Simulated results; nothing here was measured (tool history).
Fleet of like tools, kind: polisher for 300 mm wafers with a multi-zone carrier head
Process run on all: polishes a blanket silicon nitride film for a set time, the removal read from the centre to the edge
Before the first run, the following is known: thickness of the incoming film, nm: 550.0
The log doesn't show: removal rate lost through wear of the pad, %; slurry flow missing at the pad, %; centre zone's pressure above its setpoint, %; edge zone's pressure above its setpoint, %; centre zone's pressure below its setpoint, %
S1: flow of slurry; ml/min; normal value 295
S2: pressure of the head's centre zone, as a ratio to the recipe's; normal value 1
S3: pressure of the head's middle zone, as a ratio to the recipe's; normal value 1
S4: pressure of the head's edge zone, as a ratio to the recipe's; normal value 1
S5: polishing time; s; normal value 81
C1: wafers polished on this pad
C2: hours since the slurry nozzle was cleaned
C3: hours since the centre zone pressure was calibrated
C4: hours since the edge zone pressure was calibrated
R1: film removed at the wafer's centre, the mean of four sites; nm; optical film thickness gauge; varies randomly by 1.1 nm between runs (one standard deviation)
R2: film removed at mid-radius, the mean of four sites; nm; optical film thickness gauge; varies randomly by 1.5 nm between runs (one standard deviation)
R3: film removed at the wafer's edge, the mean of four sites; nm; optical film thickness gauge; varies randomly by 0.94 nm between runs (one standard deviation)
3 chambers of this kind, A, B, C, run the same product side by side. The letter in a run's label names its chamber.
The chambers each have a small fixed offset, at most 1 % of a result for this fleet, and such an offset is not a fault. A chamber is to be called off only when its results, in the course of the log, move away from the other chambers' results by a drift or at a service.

run,hour,S1,S2,S3,S4,S5,C1,C2,C3,C4,R1,R2,R3
1B,3.8,295,1,1,1,81,320,279,1306.7,223,115.44,115.73,116.07
2C,6.3,295,1,1,1,81,1271,473.8,333.1,971.4,118.12,116.48,116.74
3A,9.2,295,1,1,1,81,820,832.2,626.9,843.4,115.98,112.85,117.89
4B,12,295,1,1,1,81,370,287.2,1314.9,231.2,115.69,118.08,115.98
5A,15.6,295,1,1,1,81,859,838.6,633.3,849.8,115.91,116.25,116.47
6C,18.3,295,1,1,1,81,1343,485.8,345.1,983.4,118.34,118.53,115.19
# hour 18.7: chamber A: slurry nozzle cleaned
7B,21.2,295,1,1.08,1,81,426,296.4,1324.1,240.4,115.75,124.86,115.65
8C,24.1,295,1,1.08,1,81,1378,491.6,350.9,989.2,116.9,124.87,116.03
# hour 26.6: chamber C: worn pad replaced by a new one
9A,26.6,295,1,1.08,1,81,925,8,644.3,860.8,115.82,126.18,116.04
10B,28.6,295,1,1,1,81,470,303.8,1331.5,247.8,117.37,117.87,115.25
11A,31.2,295,1,1,1,81,953,12.6,648.9,865.4,118.09,116.9,119.14
12C,33.9,295,1,1,1,81,44,501.4,360.7,999,116.55,118.67,116.64
13B,38.1,295,1,1,1,81,528,313.3,1341,257.3,117.16,117.67,116.46
14C,40.5,295,1,1,1,81,83,508,367.3,1005.6,116.63,117.79,116.76
# hour 42.1: chamber C: slurry nozzle cleaned
15A,42.9,295,1,1,1,81,1024,24.3,660.6,877.1,117.99,114.61,116.53
16A,45.3,295,1,1,1,81,1038,26.7,663,879.5,118.41,117.11,117.24
# hour 47.3: chamber B: centre zone pressure recalibrated
17B,48.5,295,1,1,1,81,590,323.7,1.3,267.7,106.72,115.6,114.16
18C,52.2,295,1,1,1,81,154,10.2,379,1017.3,118.62,115.32,117.22
19A,55.6,295,1,1,1,81,1100,37,673.3,889.8,117.71,115.88,119
20B,57.8,295,1,1,1,81,646,333,10.6,277,107.33,115.88,116.58
21C,60.6,295,1,1,1,81,205,18.6,387.4,1025.7,117.16,115.66,117.24
22B,64.8,295,1,1,1,81,689,340,17.6,284,108.53,112.7,116.48
23C,67.1,295,1,1,1,81,244,25.1,393.9,1032.2,118.02,116.94,116.69
24A,69.6,295,1,1,1,102,1185,51,687.3,903.8,149.52,147.45,145.75
25A,73.3,295,1,1,1,102,1207,54.7,691,907.5,146.89,151.08,149.17
26B,77.3,295,1,1,1,102,764,352.5,30.1,296.5,133.47,143.5,144.68
27C,79.3,295,1,1,1,81,318,37.3,406.1,1044.4,116.72,114.21,116.78
# hour 79.9: chamber A: worn pad replaced by a new one
28B,81.3,295,1,1,1,81,788,356.5,34.1,300.5,109.29,117.08,117.17
29A,84.6,295,1,1,1,81,28,66,702.3,918.8,116.53,116.14,117.6
30C,86.7,295,1,1,1,81,362,44.7,413.5,1051.8,116.61,116.98,117.38
31C,88.6,295,1,1,1,81,374,46.6,415.4,1053.7,118.87,116.03,116.86
32B,91.1,295,1,1,1,81,847,366.3,43.9,310.3,107.52,118.31,116.25
33A,93.7,295,1,1,1,81,83,75.1,711.4,927.9,117.11,118.81,117.93
34B,96.1,295,1,1,1,81,878,371.3,48.9,315.3,107.42,117.08,115.39
35C,99.5,295,1,1,1,81,440,57.5,426.3,1064.6,118.31,116.29,116.27
36A,102.7,295,1,1,1,81,138,84.1,720.4,936.9,116.81,116.91,117.99
37C,106.1,295,1,1,1,81,479,64.1,432.9,1071.2,115.92,116.05,116.33
38B,108.8,295,1,1,1,81,954,384,61.6,328,107.42,113.93,116.73
39A,110.9,295,1,1,1,81,187,92.3,728.6,945.1,115.3,116.23,118.43
40A,113.4,295,1,1,1,81,202,94.8,731.1,947.6,118.28,116.4,116.18

What goes on in this fleet: one chamber off, a drifting gauge, or nothing beyond the chambers' own small offsets? Name the chamber and the cause, if any.

Chamber B came out of a service off from its peers and stayed that way.
What lies behind it: centre zone's pressure below its setpoint, % = 6.28.

Here are 4 candidates for chamber B's next run, each the usual settings with a change, their results left as question marks. Which one brings its results back in line with what the others give on the usual settings?
To be in line, a result may differ from the other chambers' mean on the usual settings by at most: R1 3.8 nm; R2 5.4 nm; R3 3.3 nm
41B-1,116.5,290,0.94,1.02,1.02,80,,,,,?,?,?
41B-2,116.5,305,1.13,0.96,0.97,84,,,,,?,?,?
41B-3,116.5,300,1.06,0.98,0.98,82,,,,,?,?,?
41B-4,116.5,285,0.88,1.03,1.03,79,,,,,?,?,?

Average result of the remaining chambers running the usual settings: R1 117.38 nm; R2 116.75 nm; R3 116.94 nm
run,R1,R2,R3
41B-1,99.184,116.11,115.23
41B-2,128.52,115.69,118.42
41B-3,116.7,114.98,116.04
41B-4,90.724,115.54,114.21
It is 41B-3 that realigns the chamber with its peers.

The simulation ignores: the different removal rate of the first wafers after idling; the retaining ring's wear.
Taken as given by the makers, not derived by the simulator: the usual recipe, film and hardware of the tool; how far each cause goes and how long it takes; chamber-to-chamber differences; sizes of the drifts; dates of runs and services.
